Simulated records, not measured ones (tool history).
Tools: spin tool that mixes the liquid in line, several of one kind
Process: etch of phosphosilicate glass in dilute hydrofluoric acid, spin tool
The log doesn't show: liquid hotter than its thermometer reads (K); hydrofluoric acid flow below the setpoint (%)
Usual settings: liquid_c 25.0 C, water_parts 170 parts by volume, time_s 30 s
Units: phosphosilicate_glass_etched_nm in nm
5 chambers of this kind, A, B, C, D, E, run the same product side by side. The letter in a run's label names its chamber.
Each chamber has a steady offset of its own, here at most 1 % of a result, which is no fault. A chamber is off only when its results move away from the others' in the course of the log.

| run | hour | liquid_c | water_parts | time_s | hours since the thermometer was replaced | hours since the hydrofluoric acid flow meter was replaced | read-back film thickness of the phosphosilicate glass reference wafer, read on the same gauge (nm) | phosphosilicate_glass_etched_nm |
|---|---|---|---|---|---|---|---|---|
|  | 6.0 | chamber E: thermometer replaced |
| 1C | 8.7 | 25.0 | 170 | 30 | 399.7 | 511.9 | 130.00 | 26.616 |
| 2B | 18.9 | 25.0 | 170 | 30 | 1094.7 | 293.9 | 129.99 | 26.668 |
| 3E | 24.6 | 25.0 | 170 | 30 | 18.7 | 613.8 | 130.02 | 26.658 |
|  | 26.3 | chamber D: thermometer replaced |
| 4A | 30.6 | 25.0 | 170 | 30 | 2291.5 | 1172.8 | 130.03 | 26.688 |
| 5D | 40.9 | 25.0 | 170 | 30 | 14.6 | 950.8 | 130.01 | 26.863 |
| 6B | 48.9 | 25.0 | 170 | 30 | 1124.7 | 323.9 | 130.04 | 26.567 |
| 7A | 56.6 | 25.0 | 170 | 30 | 2317.5 | 1198.8 | 129.99 | 26.640 |
| 8E | 63.5 | 25.0 | 170 | 30 | 57.6 | 652.7 | 129.95 | 26.465 |
|  | 67.0 | chamber C: thermometer replaced |
| 9D | 69.2 | 25.0 | 170 | 30 | 42.9 | 979.1 | 129.97 | 26.816 |
| 10C | 74.2 | 25.0 | 210 | 30 | 7.3 | 577.4 | 129.98 | 20.531 |
| 11D | 78.9 | 25.0 | 210 | 30 | 52.6 | 988.8 | 129.99 | 20.823 |
| 12C | 84.2 | 25.0 | 210 | 30 | 17.3 | 587.4 | 129.98 | 20.585 |
| 13A | 90.0 | 25.0 | 210 | 30 | 2350.9 | 1232.2 | 130.01 | 20.527 |
| 14E | 95.2 | 25.0 | 210 | 30 | 89.3 | 684.4 | 130.03 | 20.542 |
| 15B | 102.0 | 25.0 | 170 | 30 | 1177.8 | 377.0 | 130.00 | 26.712 |
| 16A | 112.6 | 25.0 | 170 | 30 | 2373.5 | 1254.8 | 129.99 | 26.641 |
| 17C | 117.7 | 25.0 | 170 | 30 | 50.8 | 620.9 | 130.03 | 26.626 |
| 18D | 125.9 | 25.0 | 170 | 30 | 99.6 | 1035.8 | 130.01 | 26.860 |
| 19B | 134.3 | 25.0 | 170 | 30 | 1210.1 | 409.3 | 130.04 | 26.673 |
| 20E | 139.0 | 25.0 | 170 | 30 | 133.1 | 728.2 | 130.00 | 26.662 |
|  | 142.1 | chamber C: hydrofluoric acid flow meter replaced |
| 21E | 145.4 | 25.0 | 170 | 30 | 139.5 | 734.6 | 130.05 | 26.573 |
| 22B | 150.2 | 25.0 | 170 | 30 | 1226.0 | 425.2 | 130.02 | 26.687 |
| 23A | 159.6 | 25.0 | 170 | 30 | 2420.5 | 1301.8 | 130.01 | 26.715 |
| 24C | 167.4 | 25.0 | 170 | 30 | 100.5 | 25.3 | 130.02 | 26.771 |
| 25D | 174.3 | 25.0 | 170 | 30 | 148.0 | 1084.2 | 129.96 | 26.712 |
| 26D | 180.6 | 25.0 | 170 | 30 | 154.3 | 1090.5 | 129.98 | 26.951 |
| 27E | 190.0 | 23.5 | 235 | 30 | 184.1 | 779.2 | 129.98 | 16.956 |
| 28B | 195.9 | 23.5 | 235 | 30 | 1271.7 | 470.9 | 130.04 | 17.069 |
| 29A | 202.8 | 23.5 | 235 | 30 | 2463.7 | 1345.0 | 130.01 | 17.032 |
| 30C | 209.1 | 23.5 | 235 | 30 | 142.2 | 67.0 | 129.96 | 16.992 |
| 31C | 218.0 | 23.5 | 235 | 30 | 151.1 | 75.9 | 129.99 | 16.946 |
| 32B | 223.6 | 25.0 | 170 | 30 | 1299.4 | 498.6 | 130.01 | 26.673 |
| 33D | 229.7 | 25.0 | 170 | 30 | 203.4 | 1139.6 | 129.99 | 26.876 |
|  | 233.9 | chamber A: hydrofluoric acid flow meter replaced |
| 34E | 239.2 | 21.5 | 170 | 20 | 233.3 | 828.4 | 129.94 | 15.471 |
| 35A | 247.0 | 21.5 | 170 | 20 | 2507.9 | 13.2 | 129.98 | 15.613 |
| 36C | 255.3 | 21.5 | 170 | 20 | 188.4 | 113.2 | 130.00 | 15.590 |
| 37A | 261.9 | 21.5 | 170 | 20 | 2522.8 | 28.1 | 129.99 | 15.557 |
| 38D | 267.7 | 21.5 | 170 | 20 | 241.4 | 1177.6 | 130.03 | 15.700 |
| 39B | 278.2 | 25.0 | 170 | 30 | 1354.0 | 553.2 | 129.98 | 26.545 |
| 40E | 286.7 | 25.0 | 170 | 30 | 280.8 | 875.9 | 129.95 | 26.583 |
| 41B | 296.6 | 25.0 | 170 | 30 | 1372.4 | 571.6 | 130.03 | 26.539 |
| 42E | 305.8 | 25.0 | 170 | 30 | 299.9 | 895.0 | 130.02 | 26.558 |

All 5 chambers run these settings next. Forecast each chamber's results:
| 43A | 313.5 | 25.0 | 170 | 30 |  |  |  | ? |
| 43B | 313.5 | 25.0 | 170 | 30 |  |  |  | ? |
| 43C | 313.5 | 25.0 | 170 | 30 |  |  |  | ? |
| 43D | 313.5 | 25.0 | 170 | 30 |  |  |  | ? |
| 43E | 313.5 | 25.0 | 170 | 30 |  |  |  | ? |

| run | phosphosilicate_glass_etched_nm |
|---|---|
| 43A | 26.568 |
| 43B | 26.662 |
| 43C | 26.587 |
| 43D | 26.832 |
| 43E | 26.634 |

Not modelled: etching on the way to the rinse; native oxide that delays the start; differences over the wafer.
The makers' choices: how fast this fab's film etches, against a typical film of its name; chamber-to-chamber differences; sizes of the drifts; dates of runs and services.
